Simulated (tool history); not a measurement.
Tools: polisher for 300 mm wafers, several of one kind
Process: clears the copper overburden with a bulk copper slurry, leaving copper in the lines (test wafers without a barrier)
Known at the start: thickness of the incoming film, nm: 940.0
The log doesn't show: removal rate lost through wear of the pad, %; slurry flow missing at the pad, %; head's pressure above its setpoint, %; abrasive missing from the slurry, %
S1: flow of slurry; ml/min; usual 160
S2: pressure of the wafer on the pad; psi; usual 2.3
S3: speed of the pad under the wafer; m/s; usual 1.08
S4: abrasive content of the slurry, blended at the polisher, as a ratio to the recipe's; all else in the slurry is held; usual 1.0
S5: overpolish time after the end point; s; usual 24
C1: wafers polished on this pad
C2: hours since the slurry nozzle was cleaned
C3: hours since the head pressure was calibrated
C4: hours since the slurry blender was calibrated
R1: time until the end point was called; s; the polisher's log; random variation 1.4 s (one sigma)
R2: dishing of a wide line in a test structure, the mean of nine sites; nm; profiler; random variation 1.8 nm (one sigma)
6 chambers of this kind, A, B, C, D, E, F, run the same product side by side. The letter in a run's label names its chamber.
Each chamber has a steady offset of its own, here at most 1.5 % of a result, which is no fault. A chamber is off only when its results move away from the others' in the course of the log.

run	day	S1	S2	S3	S4	S5	C1	C2	C3	C4	R1	R2
# day 0.012: chamber D: slurry blender recalibrated
1D	0.383	160	2.3	1.08	1.0	24	76	93.1	340.0	9.0	136.75	80.655
# day 0.579: chamber A: worn pad replaced by a new one
2E	0.633	160	2.3	1.08	1.0	24	685	285.2	60.4	109.9	137.24	79.981
3B	1.012	160	2.3	1.08	1.0	24	809	593.1	109.7	155.3	132.66	77.047
4A	1.321	160	2.3	1.08	1.0	24	95	98.2	594.4	52.5	135.88	82.759
5C	1.612	160	2.3	1.08	1.0	24	966	464.5	296.4	190.4	135.79	85.905
6F	2.075	160	2.3	1.08	1.0	24	305	164.1	278.2	95.5	136.79	80.925
# day 2.150: chamber E: worn pad replaced by a new one
7C	2.408	160	2.3	1.08	1.0	24	1068	483.6	315.5	209.5	134.98	79.504
# day 2.500: chamber B: worn pad replaced by a new one
# day 2.696: chamber E: slurry nozzle cleaned
8E	2.796	160	2.3	1.08	1.0	24	83	2.5	112.3	161.8	134.27	81.194
# day 2.846: chamber C: worn pad replaced by a new one
# day 2.983: chamber E: slurry blender recalibrated
9A	3.062	160	2.3	1.08	1.0	24	319	140.0	636.2	94.3	137.53	80.857
10B	3.467	160	2.3	1.08	1.0	24	124	652.0	168.6	214.2	134.31	78.512
11D	3.717	160	2.3	1.08	1.0	24	504	173.1	420.0	89.0	137.15	80.916
12F	3.983	160	2.3	1.08	1.0	24	550	209.9	324.0	141.3	135.92	77.111
13C	4.454	160	2.3	1.08	1.0	24	206	532.7	364.6	258.6	135.46	76.571
# day 4.675: chamber F: slurry blender recalibrated
14A	4.704	160	1.8	1.08	1.0	24	529	179.4	675.6	133.7	177.60	63.005
# day 4.846: chamber A: worn pad replaced by a new one
# day 4.904: chamber B: slurry nozzle cleaned
15D	4.942	160	1.8	1.08	1.0	24	661	202.5	449.4	118.4	176.86	65.237
# day 5.225: chamber F: slurry nozzle cleaned
16E	5.271	160	1.8	1.08	1.0	24	401	61.9	171.7	55.0	175.99	66.358
17B	5.475	160	1.8	1.08	1.0	24	382	13.7	216.8	262.4	168.44	67.767
18F	5.696	160	1.8	1.08	1.0	24	770	11.3	365.1	24.6	178.28	68.118
19A	6.046	160	1.8	1.08	1.0	24	154	211.6	707.8	165.9	175.45	64.711
# day 6.083: chamber A: slurry blender recalibrated
20D	6.304	160	2.3	1.08	1.0	24	836	235.2	482.1	151.1	137.82	80.862
21E	6.529	160	2.3	1.08	1.0	24	562	92.1	201.9	85.2	137.06	78.702
22C	6.758	140	2.3	1.08	1.1	24	502	588.0	419.9	313.9	137.38	78.169
# day 6.812: chamber F: worn pad replaced by a new one
23B	7.212	140	2.3	1.08	1.1	24	605	55.4	258.5	304.1	136.70	81.421
# day 7.488: chamber D: worn pad replaced by a new one
24F	7.621	140	2.3	1.08	1.1	24	104	57.5	411.3	70.8	137.00	79.646
# day 7.862: chamber E: worn pad replaced by a new one
25F	7.867	140	2.3	1.08	1.1	24	135	63.4	417.2	76.7	135.27	83.873
26B	8.154	140	2.3	1.08	1.1	24	726	78.0	281.1	326.7	132.72	79.539
27A	8.508	140	2.3	1.08	1.1	24	470	270.7	766.9	58.3	137.61	79.208
# day 8.683: chamber C: slurry blender recalibrated
# day 8.775: chamber B: head pressure recalibrated
28E	8.979	160	2.3	1.08	1.0	24	143	150.9	260.7	144.0	134.97	76.545
# day 9.325: chamber E: slurry blender recalibrated
29C	9.350	160	2.3	1.08	1.0	24	835	650.2	482.1	16.1	136.22	79.373
# day 9.358: chamber D: slurry blender recalibrated
# day 9.617: chamber A: worn pad replaced by a new one
# day 9.704: chamber F: slurry blender recalibrated
30D	9.754	160	2.3	1.08	1.0	24	291	318.0	564.9	9.6	137.73	80.273
31C	10.212	160	2.3	1.08	1.0	24	946	670.9	502.8	36.8	135.03	81.180
32F	10.562	160	2.3	1.08	1.0	24	482	128.1	481.9	20.7	134.51	80.885
# day 10.800: chamber B: worn pad replaced by a new one
33A	10.858	160	2.3	1.08	1.0	24	159	327.1	823.3	114.7	135.14	80.450
# day 11.271: chamber F: head pressure recalibrated
34D	11.279	160	2.3	1.08	1.0	24	487	354.6	601.5	46.2	136.60	80.646
# day 11.408: chamber C: worn pad replaced by a new one
35B	11.646	160	2.3	1.08	1.0	24	109	161.8	69.0	410.5	134.22	78.528
36E	12.058	160	2.3	1.08	1.0	24	538	224.8	334.6	65.7	135.87	80.082
37D	12.296	160	2.3	1.08	1.0	24	617	379.0	625.9	70.6	138.39	79.397
# day 12.300: chamber F: worn pad replaced by a new one
# day 12.362: chamber C: slurry nozzle cleaned
38C	12.621	160	2.3	1.08	1.0	24	155	6.3	560.6	94.6	135.86	78.711
39B	12.988	160	2.3	1.08	1.0	24	281	194.0	101.2	442.7	132.50	78.565
40E	13.296	160	2.3	1.08	1.0	24	697	254.5	364.3	95.4	135.41	81.530
41F	13.579	160	2.3	1.08	1.0	24	164	200.5	55.5	93.1	138.59	77.746

All 6 chambers run these settings next. Forecast each chamber's results:
42A	13.921	160	1.8	1.08	1.0	24					?	?
42B	13.921	160	1.8	1.08	1.0	24					?	?
42C	13.921	160	1.8	1.08	1.0	24					?	?
42D	13.921	160	1.8	1.08	1.0	24					?	?
42E	13.921	160	1.8	1.08	1.0	24					?	?
42F	13.921	160	1.8	1.08	1.0	24					?	?

run	R1	R2
42A	174.12	68.099
42B	174.27	67.528
42C	171.63	68.229
42D	178.90	63.934
42E	175.76	63.090
42F	176.48	69.626

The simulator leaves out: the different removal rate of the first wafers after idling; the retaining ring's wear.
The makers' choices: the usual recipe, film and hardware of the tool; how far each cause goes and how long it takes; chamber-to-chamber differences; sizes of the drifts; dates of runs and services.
